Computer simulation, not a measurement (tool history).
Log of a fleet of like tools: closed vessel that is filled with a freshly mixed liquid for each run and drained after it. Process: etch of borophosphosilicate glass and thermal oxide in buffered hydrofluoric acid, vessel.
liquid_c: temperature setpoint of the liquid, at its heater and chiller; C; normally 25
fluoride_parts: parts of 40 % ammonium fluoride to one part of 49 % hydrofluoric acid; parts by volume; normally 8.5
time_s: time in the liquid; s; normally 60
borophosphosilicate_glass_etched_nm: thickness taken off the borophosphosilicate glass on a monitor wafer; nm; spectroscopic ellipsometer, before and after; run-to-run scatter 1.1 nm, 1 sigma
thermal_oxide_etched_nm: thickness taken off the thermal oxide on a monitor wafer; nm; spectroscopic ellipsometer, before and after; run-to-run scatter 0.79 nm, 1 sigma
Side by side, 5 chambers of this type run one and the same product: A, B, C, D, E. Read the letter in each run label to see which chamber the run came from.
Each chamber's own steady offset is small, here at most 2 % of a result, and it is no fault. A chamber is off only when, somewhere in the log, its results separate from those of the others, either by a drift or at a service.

run	day	liquid_c	fluoride_parts	time_s	hours since the thermometer was replaced	hours since the hydrofluoric acid flow meter was replaced	read-back film thickness of the borophosphosilicate glass reference wafer, read on the same gauge (nm)	read-back film thickness of the thermal oxide reference wafer, read on the same gauge (nm)	borophosphosilicate_glass_etched_nm	thermal_oxide_etched_nm
1C	0.262	25	8.5	60	55.6	460.7	140.01	139.99	138.92	80.854
2A	0.458	25	8.5	60	206.9	979.5	140	139.98	137.77	83.821
3E	0.762	25	8.5	60	920.5	513.5	139.98	139.99	137.94	82.309
4D	1.067	25	8.5	60	940.3	1264.8	139.98	140.05	135.03	82.938
5B	1.246	25	8.5	60	325.9	223.9	139.98	139.96	138.71	82.825
6E	1.538	25	8.5	60	939.1	532.1	140.01	139.99	139.11	81.027
7A	1.696	25	8.5	60	236.6	1009.2	140.04	140	138.07	82.699
8B	1.925	25	8.5	60	342.2	240.2	139.99	140.04	138.38	83.243
9C	2.092	25	8.5	60	99.5	504.6	140.01	139.98	138.81	81.544
10D	2.358	25	8.5	60	971.3	1295.8	139.97	140.03	135.75	82.784
11E	2.675	25	8.5	60	966.4	559.4	139.98	140	137.23	82.334
12B	2.946	25	8.5	60	366.7	264.7	140	140.02	138.23	83.469
13D	3.233	25	8.5	60	992.3	1316.8	139.97	139.98	136.8	83.196
# day 3.258: chamber C: hydrofluoric acid flow meter replaced
14C	3.375	25	8.5	60	130.3	2.8	140	139.99	138.41	80.978
15A	3.538	25	8.5	60	280.8	1053.4	139.99	140	136.98	83.34
16A	3.688	27.5	8.5	60	284.4	1057	139.99	139.97	158.12	94.088
17D	3.979	27.5	8.5	60	1010.2	1334.7	140.02	140.01	158.13	95.139
18B	4.283	27.5	8.5	60	398.8	296.8	139.99	140	157.39	94.395
19C	4.479	27.5	8.5	60	156.8	29.3	140	139.98	156.54	93.632
20E	4.671	27.5	8.5	60	1014.3	607.3	140.01	140.02	158.87	95.409
21C	4.933	25	11.5	60	167.7	40.2	140	139.97	106.86	61.018
22D	5.221	25	11.5	60	1040	1364.5	140.02	140.03	103.01	63.861
23B	5.412	25	11.5	60	425.9	323.9	140.02	140	106.2	63.49
24E	5.638	25	11.5	60	1037.5	630.5	140	140.03	105.81	63.519
25A	5.838	25	11.5	60	336	1108.6	139.98	139.98	106.17	64.947
26E	6.062	25	8.5	60	1047.7	640.7	139.99	139.97	137.86	81.276
27C	6.25	25	8.5	60	199.3	71.8	140.01	140	137.15	81.811
28A	6.533	25	8.5	60	352.7	1125.3	139.99	139.99	136.72	82.391
29D	6.846	25	8.5	60	1079	1403.5	139.99	139.94	137.44	83.709
30B	7.029	25	8.5	60	464.7	362.7	140	140	137.72	84.635
31B	7.333	25	8.5	60	472	370	140.02	140	138.86	82.372
32A	7.625	25	8.5	60	378.9	1151.5	139.98	140.02	137.31	82.397
33C	7.771	25	8.5	60	235.8	108.3	140.01	140.02	136.01	81.304
34D	8.025	25	8.5	60	1107.3	1431.8	140	140.01	136.92	81.723
35E	8.296	25	8.5	60	1101.3	694.3	139.98	139.98	137.42	82.068
36C	8.483	25	8.5	60	252.9	125.4	140	140.02	137.87	81.757
37A	8.629	26.5	8.5	90	403	1175.6	140.01	140.01	225.89	136.85
38E	8.779	26.5	8.5	90	1112.9	705.9	140	139.99	223.83	135.04
39D	9.025	26.5	8.5	90	1131.3	1455.8	140.02	139.99	225.65	132.98
40B	9.312	26.5	8.5	90	519.5	417.5	140.01	139.96	223.24	136.1
41E	9.454	26.5	8.5	90	1129.1	722.1	139.99	140.01	224.53	134.43
42C	9.592	25	8.5	60	279.5	152	140.01	140.04	135.85	81.891

Read the log: is a single chamber off, either drifting away or since a service, is the gauge that measures every chamber drifting, or is nothing wrong beyond small per-chamber offsets? Name any odd chamber and what most likely caused it.

Nothing is wrong: each chamber keeps only its own small, steady offset and the gauge holds still.

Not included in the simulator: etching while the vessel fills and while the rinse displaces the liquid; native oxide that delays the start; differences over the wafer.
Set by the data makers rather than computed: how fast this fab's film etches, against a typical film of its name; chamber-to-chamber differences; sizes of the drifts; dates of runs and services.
